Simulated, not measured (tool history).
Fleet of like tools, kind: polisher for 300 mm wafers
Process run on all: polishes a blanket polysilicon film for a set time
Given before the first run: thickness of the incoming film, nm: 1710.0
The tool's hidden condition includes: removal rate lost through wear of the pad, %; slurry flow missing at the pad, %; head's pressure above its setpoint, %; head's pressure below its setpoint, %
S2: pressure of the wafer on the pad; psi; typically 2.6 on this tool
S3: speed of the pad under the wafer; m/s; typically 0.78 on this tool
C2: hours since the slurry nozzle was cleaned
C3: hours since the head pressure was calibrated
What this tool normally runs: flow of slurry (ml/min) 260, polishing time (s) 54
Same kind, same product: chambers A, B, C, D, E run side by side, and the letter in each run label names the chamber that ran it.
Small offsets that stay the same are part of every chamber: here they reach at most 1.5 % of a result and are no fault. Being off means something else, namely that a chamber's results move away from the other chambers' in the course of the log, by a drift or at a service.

At hour 1.1: chamber C: head pressure recalibrated.
Run 1A, hour 2.6: usual settings; wafers polished on this pad 66; C2 176.1; C3 669.1. Result: film removed (nm) 282.24.
Run 2D, hour 5.5: usual settings; wafers polished on this pad 438; C2 17.3; C3 314.0. Result: film removed (nm) 278.05.
Run 3E, hour 9.7: usual settings; wafers polished on this pad 591; C2 76.3; C3 183.0. Result: film removed (nm) 283.36.
At hour 10.4: chamber E: worn pad replaced by a new one.
Run 4C, hour 12.0: usual settings; wafers polished on this pad 637; C2 152.0; C3 11.0. Result: film removed (nm) 283.44.
Run 5B, hour 16.3: usual settings; wafers polished on this pad 355; C2 225.8; C3 217.9. Result: film removed (nm) 282.29.
Run 6D, hour 20.5: usual settings but S3 1.04 m/s, polishing time (s) 43; wafers polished on this pad 553; C2 32.3; C3 329.0. Result: film removed (nm) 290.81.
Run 7C, hour 23.1: usual settings but S3 1.04 m/s, polishing time (s) 43; wafers polished on this pad 722; C2 163.1; C3 22.1. Result: film removed (nm) 300.43.
Run 8E, hour 26.0: usual settings but S3 1.04 m/s, polishing time (s) 43; wafers polished on this pad 120; C2 92.6; C3 199.3. Result: film removed (nm) 303.11.
Run 9A, hour 29.8: usual settings but S3 1.04 m/s, polishing time (s) 43; wafers polished on this pad 274; C2 203.3; C3 696.3. Result: film removed (nm) 302.70.
Run 10B, hour 32.0: usual settings but S3 1.04 m/s, polishing time (s) 43; wafers polished on this pad 475; C2 241.5; C3 233.6. Result: film removed (nm) 301.55.
Run 11C, hour 34.2: usual settings; wafers polished on this pad 807; C2 174.2; C3 33.2. Result: film removed (nm) 285.92.
Run 12B, hour 36.8: usual settings; wafers polished on this pad 512; C2 246.3; C3 238.4. Result: film removed (nm) 279.46.
Run 13A, hour 39.0: usual settings; wafers polished on this pad 345; C2 212.5; C3 705.5. Result: film removed (nm) 281.62.
Run 14E, hour 41.5: usual settings; wafers polished on this pad 239; C2 108.1; C3 214.8. Result: film removed (nm) 280.09.
Run 15D, hour 45.2: usual settings; wafers polished on this pad 743; C2 57.0; C3 353.7. Result: film removed (nm) 270.90.
Run 16E, hour 47.8: usual settings; wafers polished on this pad 287; C2 114.4; C3 221.1. Result: film removed (nm) 282.44.
At hour 49.5: chamber A: head pressure recalibrated.
Run 17C, hour 50.3: usual settings; wafers polished on this pad 931; C2 190.3; C3 49.3. Result: film removed (nm) 285.18.
At hour 51.9: chamber C: worn pad replaced by a new one.
Run 18D, hour 52.9: usual settings; wafers polished on this pad 802; C2 64.7; C3 361.4. Result: film removed (nm) 272.91.
Run 19A, hour 56.9: usual settings; wafers polished on this pad 483; C2 230.4; C3 7.4. Result: film removed (nm) 281.70.
Run 20B, hour 60.3: usual settings; wafers polished on this pad 693; C2 269.8; C3 261.9. Result: film removed (nm) 281.53.
Run 21B, hour 62.6: usual settings but flow of slurry (ml/min) 315; wafers polished on this pad 710; C2 272.1; C3 264.2. Result: film removed (nm) 287.60.
Run 22D, hour 65.0: usual settings but flow of slurry (ml/min) 315; wafers polished on this pad 895; C2 76.8; C3 373.5. Result: film removed (nm) 274.87.
Run 23C, hour 69.2: usual settings but flow of slurry (ml/min) 315; wafers polished on this pad 133; C2 209.2; C3 68.2. Result: film removed (nm) 285.17.
Run 24A, hour 72.3: usual settings but flow of slurry (ml/min) 315; wafers polished on this pad 601; C2 245.8; C3 22.8. Result: film removed (nm) 286.63.
Run 25E, hour 74.3: usual settings but flow of slurry (ml/min) 315; wafers polished on this pad 491; C2 140.9; C3 247.6. Result: film removed (nm) 287.00.
Run 26D, hour 77.7: usual settings; wafers polished on this pad 992; C2 89.5; C3 386.2. Result: film removed (nm) 268.20.
At hour 78.5: chamber B: worn pad replaced by a new one.
Run 27B, hour 80.4: usual settings but S2 2.2 psi, polishing time (s) 72; wafers polished on this pad 14; C2 289.9; C3 282.0. Result: film removed (nm) 318.37.
At hour 83.9: chamber D: worn pad replaced by a new one.
Run 28A, hour 84.4: usual settings but S2 2.2 psi, polishing time (s) 72; wafers polished on this pad 694; C2 257.9; C3 34.9. Result: film removed (nm) 316.55.
Run 29C, hour 86.3: usual settings but S2 2.2 psi, polishing time (s) 72; wafers polished on this pad 264; C2 226.3; C3 85.3. Result: film removed (nm) 317.91.
Run 30E, hour 88.9: usual settings but S2 2.2 psi, polishing time (s) 72; wafers polished on this pad 603; C2 155.5; C3 262.2. Result: film removed (nm) 319.25.
Run 31E, hour 90.8: usual settings but S2 2.2 psi, polishing time (s) 72; wafers polished on this pad 618; C2 157.4; C3 264.1. Result: film removed (nm) 316.78.
Run 32B, hour 95.1: usual settings; wafers polished on this pad 127; C2 304.6; C3 296.7. Result: film removed (nm) 284.61.
At hour 95.3: chamber E: worn pad replaced by a new one.
Run 33C, hour 99.3: usual settings; wafers polished on this pad 364; C2 239.3; C3 98.3. Result: film removed (nm) 280.39.
Run 34D, hour 103.4: usual settings; wafers polished on this pad 150; C2 115.2; C3 411.9. Result: film removed (nm) 260.85.
At hour 103.8: chamber A: worn pad replaced by a new one.
Run 35A, hour 105.8: usual settings; wafers polished on this pad 15; C2 279.3; C3 56.3. Result: film removed (nm) 283.90.
At hour 107.7: chamber E: head pressure recalibrated.
Run 36D, hour 108.4: usual settings; wafers polished on this pad 188; C2 120.2; C3 416.9. Result: film removed (nm) 260.21.
Run 37E, hour 111.4: usual settings; wafers polished on this pad 123; C2 178.0; C3 3.7. Result: film removed (nm) 287.52.
Run 38A, hour 113.9: usual settings; wafers polished on this pad 78; C2 287.4; C3 64.4. Result: film removed (nm) 283.16.
Run 39B, hour 116.3: usual settings but flow of slurry (ml/min) 315; wafers polished on this pad 290; C2 325.8; C3 317.9. Result: film removed (nm) 286.81.
Run 40C, hour 118.4: usual settings but flow of slurry (ml/min) 315; wafers polished on this pad 510; C2 258.4; C3 117.4. Result: film removed (nm) 284.82.

For the next run the whole fleet of 5 chambers uses the same settings. Give each chamber's results:
Run 41A, hour 121.5: usual settings but S3 0.94 m/s. Result: film removed (nm) ?.
Run 41B, hour 121.5: usual settings but S3 0.94 m/s. Result: film removed (nm) ?.
Run 41C, hour 121.5: usual settings but S3 0.94 m/s. Result: film removed (nm) ?.
Run 41D, hour 121.5: usual settings but S3 0.94 m/s. Result: film removed (nm) ?.
Run 41E, hour 121.5: usual settings but S3 0.94 m/s. Result: film removed (nm) ?.

run  film removed (nm)
41A             338.79
41B             342.48
41C             341.32
41D             306.57
41E             340.39
